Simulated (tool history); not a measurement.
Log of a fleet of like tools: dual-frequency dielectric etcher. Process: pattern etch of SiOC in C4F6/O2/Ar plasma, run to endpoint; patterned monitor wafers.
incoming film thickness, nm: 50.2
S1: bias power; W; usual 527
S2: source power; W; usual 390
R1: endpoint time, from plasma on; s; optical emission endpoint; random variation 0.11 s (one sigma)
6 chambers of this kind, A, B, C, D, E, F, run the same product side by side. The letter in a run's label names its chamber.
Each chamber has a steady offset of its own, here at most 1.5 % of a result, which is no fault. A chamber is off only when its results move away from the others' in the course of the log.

-- day=0.038 chamber D: source power generator calibrated
run 1E day=0.188 | S1=527 S2=390 | R1=16.955
-- day=0.504 chamber D: wet clean of the chamber
run 2B day=0.546 | S1=527 S2=390 | R1=16.611
run 3F day=0.758 | S1=527 S2=390 | R1=16.725
run 4D day=1.108 | S1=527 S2=390 | R1=16.680
run 5C day=1.388 | S1=527 S2=390 | R1=16.788
run 6A day=1.762 | S1=527 S2=390 | R1=16.695
run 7C day=2.033 | S1=527 S2=390 | R1=16.709
run 8D day=2.404 | S1=527 S2=390 | R1=16.915
run 9B day=2.650 | S1=527 S2=390 | R1=16.611
run 10A day=2.925 | S1=527 S2=310 | R1=18.059
run 11E day=3.142 | S1=527 S2=310 | R1=18.285
run 12F day=3.508 | S1=527 S2=310 | R1=18.230
run 13A day=3.712 | S1=527 S2=310 | R1=18.175
run 14B day=4.062 | S1=527 S2=310 | R1=18.206
run 15E day=4.346 | S1=527 S2=310 | R1=18.569
run 16C day=4.708 | S1=527 S2=320 | R1=17.923
run 17D day=5.117 | S1=527 S2=320 | R1=17.879
run 18F day=5.304 | S1=527 S2=320 | R1=17.986
run 19A day=5.583 | S1=527 S2=320 | R1=17.890
run 20C day=5.979 | S1=527 S2=320 | R1=17.887
run 21E day=6.308 | S1=527 S2=320 | R1=18.054
run 22B day=6.629 | S1=631 S2=390 | R1=15.467
run 23D day=6.817 | S1=631 S2=390 | R1=15.546
run 24F day=7.175 | S1=631 S2=390 | R1=15.725
-- day=7.404 chamber B: wet clean of the chamber
run 25B day=7.488 | S1=631 S2=390 | R1=15.370
run 26D day=7.829 | S1=631 S2=390 | R1=15.634
run 27A day=8.079 | S1=631 S2=390 | R1=15.528
run 28F day=8.392 | S1=527 S2=390 | R1=16.810
-- day=8.396 chamber F: wet clean of the chamber
run 29E day=8.762 | S1=527 S2=390 | R1=16.634
run 30C day=8.958 | S1=527 S2=390 | R1=16.526
run 31B day=9.142 | S1=527 S2=390 | R1=16.461
run 32C day=9.375 | S1=527 S2=390 | R1=16.678
run 33A day=9.617 | S1=527 S2=390 | R1=16.671
run 34D day=9.796 | S1=527 S2=390 | R1=16.744
run 35F day=9.988 | S1=527 S2=470 | R1=15.662
run 36E day=10.208 | S1=527 S2=470 | R1=15.664
run 37E day=10.625 | S1=527 S2=470 | R1=15.632
run 38F day=10.917 | S1=527 S2=470 | R1=15.586
run 39A day=11.238 | S1=527 S2=470 | R1=15.303
run 40B day=11.542 | S1=527 S2=470 | R1=15.571

All 6 chambers run these settings next. Forecast each chamber's results:
run 41A day=11.838 | S1=527 S2=310 | R1=?
run 41B day=11.838 | S1=527 S2=310 | R1=?
run 41C day=11.838 | S1=527 S2=310 | R1=?
run 41D day=11.838 | S1=527 S2=310 | R1=?
run 41E day=11.838 | S1=527 S2=310 | R1=?
run 41F day=11.838 | S1=527 S2=310 | R1=?

run=41A R1=18.015
run=41B R1=17.994
run=41C R1=18.116
run=41D R1=18.056
run=41E R1=18.372
run=41F R1=18.140
